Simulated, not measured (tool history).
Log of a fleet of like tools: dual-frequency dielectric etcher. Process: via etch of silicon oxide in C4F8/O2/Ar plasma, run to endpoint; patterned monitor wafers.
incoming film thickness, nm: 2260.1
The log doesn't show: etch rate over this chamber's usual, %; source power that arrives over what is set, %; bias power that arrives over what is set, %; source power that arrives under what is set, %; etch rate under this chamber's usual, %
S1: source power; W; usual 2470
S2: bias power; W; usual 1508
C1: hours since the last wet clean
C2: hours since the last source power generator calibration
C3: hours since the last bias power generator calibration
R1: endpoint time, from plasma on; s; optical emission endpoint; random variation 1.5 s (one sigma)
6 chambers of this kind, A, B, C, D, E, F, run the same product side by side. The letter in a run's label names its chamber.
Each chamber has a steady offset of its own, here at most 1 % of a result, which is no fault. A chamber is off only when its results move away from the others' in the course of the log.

run,hour,S1,S2,C1,C2,C3,R1
1A,5.6,2470,1508,200.6,1959.6,960.4,444.06
2B,10.5,2470,1508,121.9,588.0,1064.9,446.59
3C,15.5,2470,1508,75.3,1799.8,1371.3,437.92
4F,21.9,2470,1508,573.3,807.1,3292.7,437.15
# hour 27.3: chamber D: wet clean of the chamber
5D,27.5,2470,1508,0.3,400.9,1335.9,440.71
6E,34.1,2470,1676,314.1,623.6,214.6,432.24
# hour 38.8: chamber F: wet clean of the chamber
7F,40.6,2470,1676,1.9,825.8,3311.4,425.91
8C,45.6,2470,1676,105.4,1829.9,1401.4,430.17
9E,50.1,2470,1676,330.1,639.6,230.6,434.11
10D,56.5,2470,1676,29.3,429.9,1364.9,427.49
11A,63.0,2470,1676,258.0,2017.0,1017.8,429.34
12B,68.4,2470,1508,179.8,645.9,1122.8,442.04
13A,72.8,2470,1508,267.8,2026.8,1027.6,440.70
14F,79.2,2470,1508,40.5,864.4,3350.0,441.29
15D,82.3,2470,1508,55.1,455.7,1390.7,441.82
16C,86.9,2470,1508,146.7,1871.2,1442.7,437.45
17E,93.2,2470,1508,373.2,682.7,273.7,442.23
18B,97.9,2470,1508,209.3,675.4,1152.3,448.07
19D,103.0,2470,1508,75.8,476.4,1411.4,440.61
20B,107.2,2470,1508,218.6,684.7,1161.6,444.33
21F,110.2,2470,1508,71.5,895.4,3381.0,437.61
22A,113.4,2470,1508,308.4,2067.4,1068.2,440.07
23C,119.3,2840,1706,179.1,1903.6,1475.1,403.54
24E,122.8,2840,1706,402.8,712.3,303.3,406.57
25A,128.8,2840,1706,323.8,2082.8,1083.6,400.48
26C,133.4,2840,1706,193.2,1917.7,1489.2,401.13
27E,136.3,2840,1706,416.3,725.8,316.8,405.47
28F,139.8,2840,1706,101.1,925.0,3410.6,402.26
29D,145.5,2470,1508,118.3,518.9,1453.9,440.44
30B,150.7,2900,1508,262.1,728.2,1205.1,418.63
31A,157.3,2900,1508,352.3,2111.3,1112.1,408.16
32B,162.4,2900,1508,273.8,739.9,1216.8,415.25
33D,166.7,2900,1508,139.5,540.1,1475.1,414.67
34F,173.0,2900,1508,134.3,958.2,3443.8,411.82
35C,177.3,2900,1508,237.1,1961.6,1533.1,412.10
36E,183.1,2470,1508,463.1,772.6,363.6,443.40
37F,187.9,2230,1253,149.2,973.1,3458.7,479.62
38D,194.1,2230,1253,166.9,567.5,1502.5,482.51
39B,200.1,2230,1253,311.5,777.6,1254.5,485.86
40A,203.5,2230,1253,398.5,2157.5,1158.3,470.91
41C,209.2,2230,1253,269.0,1993.5,1565.0,480.92

Is one chamber off against the others, does the gauge drift, or is nothing wrong? If a chamber is off, say which, and what the likeliest cause is.

Chamber A drifts away from the others.
Cause: etch rate over this chamber's usual, % = 2.99.

Here are 4 candidates for chamber A's next run, each the usual settings with a change, their results left as question marks. Which one brings its results back in line with what the others give on the usual settings?
In line means no further than this from the other chambers' mean on the usual settings: R1 5.20 s
42A-1,214.1,2580,1551,,,,?
42A-2,214.1,2470,1195,,,,?
42A-3,214.1,2800,1508,,,,?
42A-4,214.1,2470,1358,,,,?

The other chambers' mean on the usual settings: R1 441.61 s
run,R1
42A-1,420.36
42A-2,456.88
42A-3,409.63
42A-4,442.64
42A-4 brings the chamber back in line.
